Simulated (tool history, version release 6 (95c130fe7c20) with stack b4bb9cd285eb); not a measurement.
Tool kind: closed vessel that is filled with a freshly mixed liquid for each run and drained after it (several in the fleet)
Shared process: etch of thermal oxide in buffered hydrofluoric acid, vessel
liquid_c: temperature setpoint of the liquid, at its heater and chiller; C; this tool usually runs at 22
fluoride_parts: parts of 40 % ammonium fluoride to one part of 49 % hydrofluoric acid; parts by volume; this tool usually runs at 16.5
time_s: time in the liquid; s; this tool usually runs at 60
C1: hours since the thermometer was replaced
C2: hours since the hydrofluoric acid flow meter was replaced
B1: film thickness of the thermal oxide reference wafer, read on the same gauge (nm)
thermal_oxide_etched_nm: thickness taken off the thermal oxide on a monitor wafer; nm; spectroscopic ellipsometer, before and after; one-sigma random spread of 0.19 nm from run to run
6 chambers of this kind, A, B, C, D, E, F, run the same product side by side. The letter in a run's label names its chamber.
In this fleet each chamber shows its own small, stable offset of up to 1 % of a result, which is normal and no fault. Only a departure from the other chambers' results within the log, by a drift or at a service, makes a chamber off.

run 1F hour=2.7 | liquid_c=22 fluoride_parts=16.5 time_s=60 | C1=1397.5 C2=319 | B1=39.987 | thermal_oxide_etched_nm=39.513
run 2A hour=5 | liquid_c=22 fluoride_parts=16.5 time_s=60 | C1=88.2 C2=1116.3 | B1=39.972 | thermal_oxide_etched_nm=38.767
run 3B hour=7.7 | liquid_c=22 fluoride_parts=16.5 time_s=60 | C1=1309.7 C2=46.7 | B1=39.964 | thermal_oxide_etched_nm=39.73
run 4D hour=10.9 | liquid_c=22 fluoride_parts=16.5 time_s=60 | C1=1126.8 C2=625.4 | B1=39.974 | thermal_oxide_etched_nm=39.374
run 5E hour=13.2 | liquid_c=22 fluoride_parts=16.5 time_s=60 | C1=2024.6 C2=812.8 | B1=40 | thermal_oxide_etched_nm=39.152
run 6C hour=16.4 | liquid_c=19 fluoride_parts=16.5 time_s=35 | C1=457.1 C2=428.8 | B1=39.991 | thermal_oxide_etched_nm=19.52
run 7B hour=19.7 | liquid_c=19 fluoride_parts=16.5 time_s=35 | C1=1321.7 C2=58.7 | B1=40.011 | thermal_oxide_etched_nm=19.677
run 8A hour=23.6 | liquid_c=19 fluoride_parts=16.5 time_s=35 | C1=106.8 C2=1134.9 | B1=40.043 | thermal_oxide_etched_nm=19.19
run 9C hour=26 | liquid_c=19 fluoride_parts=16.5 time_s=35 | C1=466.7 C2=438.4 | B1=40.042 | thermal_oxide_etched_nm=19.341
run 10E hour=29 | liquid_c=19 fluoride_parts=16.5 time_s=35 | C1=2040.4 C2=828.6 | B1=40.046 | thermal_oxide_etched_nm=19.561
run 11D hour=31.9 | liquid_c=19 fluoride_parts=16.5 time_s=35 | C1=1147.8 C2=646.4 | B1=40.056 | thermal_oxide_etched_nm=19.533
run 12F hour=34.1 | liquid_c=22 fluoride_parts=16.5 time_s=60 | C1=1428.9 C2=350.4 | B1=40.021 | thermal_oxide_etched_nm=39.268
run 13A hour=36.3 | liquid_c=22 fluoride_parts=16.5 time_s=60 | C1=119.5 C2=1147.6 | B1=39.96 | thermal_oxide_etched_nm=38.93
run 14F hour=39.9 | liquid_c=22 fluoride_parts=16.5 time_s=60 | C1=1434.7 C2=356.2 | B1=40.026 | thermal_oxide_etched_nm=39.336
run 15D hour=42.5 | liquid_c=25 fluoride_parts=16.5 time_s=60 | C1=1158.4 C2=657 | B1=39.993 | thermal_oxide_etched_nm=46.244
run 16B hour=44.9 | liquid_c=25 fluoride_parts=16.5 time_s=60 | C1=1346.9 C2=83.9 | B1=40.025 | thermal_oxide_etched_nm=46.57
run 17E hour=49.4 | liquid_c=25 fluoride_parts=16.5 time_s=60 | C1=2060.8 C2=849 | B1=40.014 | thermal_oxide_etched_nm=46.725
run 18C hour=53 | liquid_c=25 fluoride_parts=16.5 time_s=60 | C1=493.7 C2=465.4 | B1=39.991 | thermal_oxide_etched_nm=46.207
run 19C hour=55.3 | liquid_c=25 fluoride_parts=16.5 time_s=60 | C1=496 C2=467.7 | B1=40.023 | thermal_oxide_etched_nm=46.286
run 20A hour=59 | liquid_c=25 fluoride_parts=16.5 time_s=60 | C1=142.2 C2=1170.3 | B1=39.965 | thermal_oxide_etched_nm=46.216
run 21E hour=61.6 | liquid_c=26.5 fluoride_parts=16.5 time_s=60 | C1=2073 C2=861.2 | B1=39.953 | thermal_oxide_etched_nm=50.222
run 22B hour=64.5 | liquid_c=26.5 fluoride_parts=16.5 time_s=60 | C1=1366.5 C2=103.5 | B1=39.961 | thermal_oxide_etched_nm=50.788
run 23F hour=67.7 | liquid_c=26.5 fluoride_parts=16.5 time_s=60 | C1=1462.5 C2=384 | B1=39.963 | thermal_oxide_etched_nm=50.632
run 24D hour=70.5 | liquid_c=26.5 fluoride_parts=16.5 time_s=60 | C1=1186.4 C2=685 | B1=40.01 | thermal_oxide_etched_nm=49.55
run 25F hour=73.2 | liquid_c=26.5 fluoride_parts=16.5 time_s=60 | C1=1468 C2=389.5 | B1=40.051 | thermal_oxide_etched_nm=50.188
run 26A hour=75.3 | liquid_c=26.5 fluoride_parts=16.5 time_s=60 | C1=158.5 C2=1186.6 | B1=39.955 | thermal_oxide_etched_nm=50
run 27C hour=78.9 | liquid_c=22 fluoride_parts=16.5 time_s=60 | C1=519.6 C2=491.3 | B1=40.022 | thermal_oxide_etched_nm=39.224
run 28E hour=81.7 | liquid_c=22 fluoride_parts=16.5 time_s=60 | C1=2093.1 C2=881.3 | B1=39.957 | thermal_oxide_etched_nm=39.543
run 29B hour=85 | liquid_c=22 fluoride_parts=16.5 time_s=60 | C1=1387 C2=124 | B1=39.987 | thermal_oxide_etched_nm=39.398
run 30D hour=88.3 | liquid_c=22 fluoride_parts=16.5 time_s=30 | C1=1204.2 C2=702.8 | B1=39.982 | thermal_oxide_etched_nm=19.141
run 31B hour=91.9 | liquid_c=22 fluoride_parts=16.5 time_s=30 | C1=1393.9 C2=130.9 | B1=40.012 | thermal_oxide_etched_nm=19.814
run 32F hour=94.4 | liquid_c=22 fluoride_parts=16.5 time_s=30 | C1=1489.2 C2=410.7 | B1=40.045 | thermal_oxide_etched_nm=19.718
run 33E hour=98.3 | liquid_c=22 fluoride_parts=16.5 time_s=30 | C1=2109.7 C2=897.9 | B1=40.024 | thermal_oxide_etched_nm=19.603
run 34D hour=100.9 | liquid_c=22 fluoride_parts=16.5 time_s=30 | C1=1216.8 C2=715.4 | B1=39.994 | thermal_oxide_etched_nm=19.022
run 35C hour=103 | liquid_c=22 fluoride_parts=16.5 time_s=30 | C1=543.7 C2=515.4 | B1=39.957 | thermal_oxide_etched_nm=19.885
run 36A hour=106.3 | liquid_c=22 fluoride_parts=16.5 time_s=60 | C1=189.5 C2=1217.6 | B1=40.049 | thermal_oxide_etched_nm=39.311
run 37C hour=110 | liquid_c=22 fluoride_parts=16.5 time_s=60 | C1=550.7 C2=522.4 | B1=40.003 | thermal_oxide_etched_nm=39.485
run 38D hour=112.8 | liquid_c=22 fluoride_parts=16.5 time_s=60 | C1=1228.7 C2=727.3 | B1=39.978 | thermal_oxide_etched_nm=37.328
run 39A hour=115.2 | liquid_c=22 fluoride_parts=16.5 time_s=60 | C1=198.4 C2=1226.5 | B1=39.975 | thermal_oxide_etched_nm=39.117
run 40B hour=119.1 | liquid_c=22 fluoride_parts=16.5 time_s=60 | C1=1421.1 C2=158.1 | B1=40.008 | thermal_oxide_etched_nm=39.906
run 41F hour=123.2 | liquid_c=22 fluoride_parts=16.5 time_s=60 | C1=1518 C2=439.5 | B1=39.978 | thermal_oxide_etched_nm=39.288
run 42E hour=125.5 | liquid_c=22 fluoride_parts=16.5 time_s=60 | C1=2136.9 C2=925.1 | B1=39.969 | thermal_oxide_etched_nm=38.956

Which is it: a chamber that has drifted or been left off by a service, a gauge drift common to all chambers, or only each chamber's usual small offset? If a chamber is off, name it and its likeliest cause.

It is chamber D that slowly wanders off from its peers.
Most likely cause: hydrofluoric acid flow below the setpoint (%) = 6.45.
Not necessarily distinguishable in this log from: liquid colder than its thermometer reads (K).

Chamber D could run next with any of the 4 candidate recipes listed below; each alters the usual settings, and their results appear as question marks. Which one brings its results back in line with what the other chambers deliver on the usual settings?
To be in line, a result may differ from the other chambers' mean on the usual settings by at most: thermal_oxide_etched_nm 0.66 nm
run 43D-1 hour=128.8 | liquid_c=21.5 fluoride_parts=17 time_s=60 | thermal_oxide_etched_nm=?
run 43D-2 hour=128.8 | liquid_c=22 fluoride_parts=19 time_s=60 | thermal_oxide_etched_nm=?
run 43D-3 hour=128.8 | liquid_c=22.5 fluoride_parts=16 time_s=65 | thermal_oxide_etched_nm=?
run 43D-4 hour=128.8 | liquid_c=23 fluoride_parts=16.5 time_s=60 | thermal_oxide_etched_nm=?

On the usual settings, the other chambers give on average: thermal_oxide_etched_nm 39.379 nm
run=43D-1 thermal_oxide_etched_nm=35.008
run=43D-2 thermal_oxide_etched_nm=32.429
run=43D-3 thermal_oxide_etched_nm=42.493
run=43D-4 thermal_oxide_etched_nm=39.134
With 43D-4, the chamber falls back in line with the rest.
